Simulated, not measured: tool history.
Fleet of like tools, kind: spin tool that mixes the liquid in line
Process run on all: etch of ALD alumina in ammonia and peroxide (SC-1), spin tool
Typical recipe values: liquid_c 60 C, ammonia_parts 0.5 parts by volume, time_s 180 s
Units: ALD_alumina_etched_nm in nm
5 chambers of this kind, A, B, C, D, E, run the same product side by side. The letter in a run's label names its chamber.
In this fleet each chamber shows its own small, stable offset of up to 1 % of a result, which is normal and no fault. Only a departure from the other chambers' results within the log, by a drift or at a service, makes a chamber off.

run	day	liquid_c	ammonia_parts	time_s	hours since the thermometer was replaced	hours since the ammonia flow meter was replaced	hours since the heated supply line was repaired	hours since the drum of ammonia solution was connected	read-back film thickness of the ALD alumina reference wafer, read on the same gauge (nm)	ALD_alumina_etched_nm
1B	0.479	60	0.5	180	1177.7	1375.3	2738.2	177.8	139.97	12.644
2E	0.862	60	0.5	180	1626.9	522.2	473.1	612.4	140.03	12.534
# day 1.138: chamber A: new drum of ammonia solution connected
3C	1.2	60	0.5	180	1226.4	311.2	2151.3	688.6	139.96	12.58
4D	1.758	60	0.5	180	611.6	43.7	1789	405.4	140.04	12.79
# day 1.883: chamber D: new drum of ammonia solution connected
# day 1.983: chamber C: heated supply line repaired
5A	2.371	60	0.5	180	66.2	498.8	1799.1	29.6	140	12.729
6B	2.679	60	0.5	180	1230.5	1428.1	2791	230.6	140.02	12.611
7D	3.242	60	0.5	180	647.2	79.3	1824.6	32.6	139.98	12.678
8E	3.554	60	0.5	180	1691.5	586.8	537.7	677	139.99	12.465
# day 3.804: chamber E: new drum of ammonia solution connected
9C	3.875	60	0.5	180	1290.6	375.4	45.5	752.8	140.02	12.627
# day 3.992: chamber C: new drum of ammonia solution connected
10A	4.279	60	0.5	180	112	544.6	1844.9	75.4	139.98	12.734
11B	4.633	60	0.5	180	1277.4	1475	2837.9	277.5	140.01	12.48
12C	5.1	60	0.5	180	1320	404.8	74.9	26.6	140	12.631
# day 5.262: chamber D: thermometer replaced
13A	5.562	60	0.5	180	142.8	575.4	1875.7	106.2	139.98	12.526
14E	5.854	60	0.5	180	1746.7	642	592.9	49.2	140.03	12.797
15D	6.45	60	0.5	180	28.6	156.3	1901.6	109.6	140.01	12.772
16E	6.754	60	0.5	180	1768.3	663.6	614.5	70.8	139.97	12.662
17D	7.042	60	0.5	180	42.8	170.5	1915.8	123.8	140	12.63
18B	7.546	60	0.5	180	1347.3	1544.9	2907.8	347.4	140.02	12.754
19C	8.017	60	0.5	180	1390	474.8	144.9	96.6	140	12.538
20A	8.425	60	0.5	180	211.5	644.1	1944.4	174.9	140	12.355
21A	8.75	60	0.5	180	219.3	651.9	1952.2	182.7	140.01	12.433
22E	9.333	60	0.5	180	1830.2	725.5	676.4	132.7	140.04	12.628
23B	9.658	60	0.5	180	1398	1595.6	2958.5	398.1	140.04	12.49
24D	10.067	60	0.5	180	115.4	243.1	1988.4	196.4	140	12.586
25C	10.617	60	0.5	180	1452.4	537.2	207.3	159	140	12.583
26D	11.158	60	0.5	180	141.6	269.3	2014.6	222.6	139.97	12.822
27C	11.467	60	0.5	180	1472.8	557.6	227.7	179.4	139.99	12.666
28A	12.079	60	0.5	180	299.2	731.8	2032.1	262.6	140.03	12.403
29B	12.558	60	0.5	180	1467.6	1665.2	3028.1	467.7	139.94	12.454
30E	13.004	60	0.5	180	1918.3	813.6	764.5	220.8	140.04	12.651
31E	13.592	60	0.5	180	1932.4	827.7	778.6	234.9	139.97	12.466
32B	13.971	60	0.5	180	1501.5	1699.1	3062	501.6	139.99	12.444
33D	14.358	60	0.5	180	218.4	346.1	2091.4	299.4	139.97	12.626
34A	14.825	60	0.5	180	365.1	797.7	2098	328.5	139.99	12.194
# day 15.167: chamber E: heated supply line repaired
35C	15.45	60	0.5	180	1568.4	653.2	323.3	275	139.97	12.592
36D	15.875	60	0.5	180	254.8	382.5	2127.8	335.8	139.99	12.779
37B	16.179	60	0.5	180	1554.5	1752.1	3115	554.6	140.03	12.553
38C	16.688	60	0.5	180	1598.1	682.9	353	304.7	140	12.599
39A	17.154	68.5	0.65	180	421	853.6	2153.9	384.4	140.02	18.949
40E	17.492	68.5	0.65	180	2026	921.3	55.9	328.5	140.02	19.869
41B	18.083	68.5	0.65	180	1600.2	1797.8	3160.7	600.3	140.02	19.64
42A	18.542	68.5	0.65	180	454.3	886.9	2187.2	417.7	139.98	18.773

All 5 chambers run these settings next. Forecast each chamber's results:
43A	18.996	60	0.5	180						?
43B	18.996	60	0.5	180						?
43C	18.996	60	0.5	180						?
43D	18.996	60	0.5	180						?
43E	18.996	60	0.5	180						?

run	ALD_alumina_etched_nm
43A	11.912
43B	12.595
43C	12.7
43D	12.844
43E	12.702
